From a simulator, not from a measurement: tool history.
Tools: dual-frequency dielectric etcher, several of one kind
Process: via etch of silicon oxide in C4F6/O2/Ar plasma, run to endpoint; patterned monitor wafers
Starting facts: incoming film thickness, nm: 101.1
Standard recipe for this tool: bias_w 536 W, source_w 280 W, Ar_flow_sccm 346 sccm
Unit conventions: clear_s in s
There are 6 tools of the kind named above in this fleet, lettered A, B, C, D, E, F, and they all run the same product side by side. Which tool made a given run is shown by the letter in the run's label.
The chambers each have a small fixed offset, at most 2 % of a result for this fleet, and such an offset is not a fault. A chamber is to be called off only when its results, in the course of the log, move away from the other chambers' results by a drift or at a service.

run	hour	bias_w	source_w	Ar_flow_sccm	clear_s
1E	8.7	536	280	346	25.683
2B	15.9	536	280	346	24.915
3F	29.3	536	280	346	25.285
4C	37	536	280	346	25.006
5D	45.8	536	280	346	25.38
6A	55.9	536	280	346	25.661
7B	62.3	536	280	346	25.056
8A	74	536	280	346	25.544
9F	81.5	536	280	346	25.203
10E	91.2	536	240	374	27.402
11D	103.6	536	240	374	27.05
12C	110.3	536	240	374	27.342
13E	123	536	240	374	27.083
14D	131.9	536	240	374	26.939
15F	138.7	536	240	374	26.74
16B	147.2	458	280	346	26.392
# hour 151.1: chamber C: wet clean of the chamber
17A	159.6	458	280	346	26.944
18C	167.4	458	280	346	26.704
19B	176.2	458	280	346	26.434
20E	182.4	458	280	346	27.558
21D	189.1	458	280	346	26.541
22A	199.2	536	280	346	25.393
23C	210	536	280	346	25.528
24F	219.8	536	280	346	25.395
# hour 223.9: chamber F: Ar flow controller replaced
25B	226.4	536	280	346	25.22
26C	235.6	536	280	346	24.894
# hour 243.1: chamber F: wet clean of the chamber
27F	247.3	536	280	346	25.505
# hour 254: chamber B: wet clean of the chamber
28A	254.8	536	280	346	25.347
29D	263.3	536	280	346	25.183
30E	269.5	536	280	308	25.937
31F	281.3	536	280	308	24.883
32C	288.3	536	280	308	24.973
33E	297.4	536	280	308	26.065
34D	307.6	536	280	308	24.925
35B	314.4	536	280	308	24.626
# hour 316.2: chamber A: wet clean of the chamber
36A	321.2	536	280	346	24.945
37C	329	536	280	346	25.044
38B	339.7	536	280	346	24.759
# hour 343.6: chamber D: wet clean of the chamber
39F	346.5	536	280	346	25.402
40D	356.4	536	280	346	25.155
41A	364.5	536	280	269	24.662
42E	375.7	536	280	269	25.454
43B	384.4	536	280	269	23.976
44C	396.5	536	280	269	24.837

All 6 chambers run these settings next. Forecast each chamber's results:
45A	406.6	536	280	346	?
45B	406.6	536	280	346	?
45C	406.6	536	280	346	?
45D	406.6	536	280	346	?
45E	406.6	536	280	346	?
45F	406.6	536	280	346	?

run	clear_s
45A	25.478
45B	25.2
45C	24.965
45D	24.769
45E	26.604
45F	25.102

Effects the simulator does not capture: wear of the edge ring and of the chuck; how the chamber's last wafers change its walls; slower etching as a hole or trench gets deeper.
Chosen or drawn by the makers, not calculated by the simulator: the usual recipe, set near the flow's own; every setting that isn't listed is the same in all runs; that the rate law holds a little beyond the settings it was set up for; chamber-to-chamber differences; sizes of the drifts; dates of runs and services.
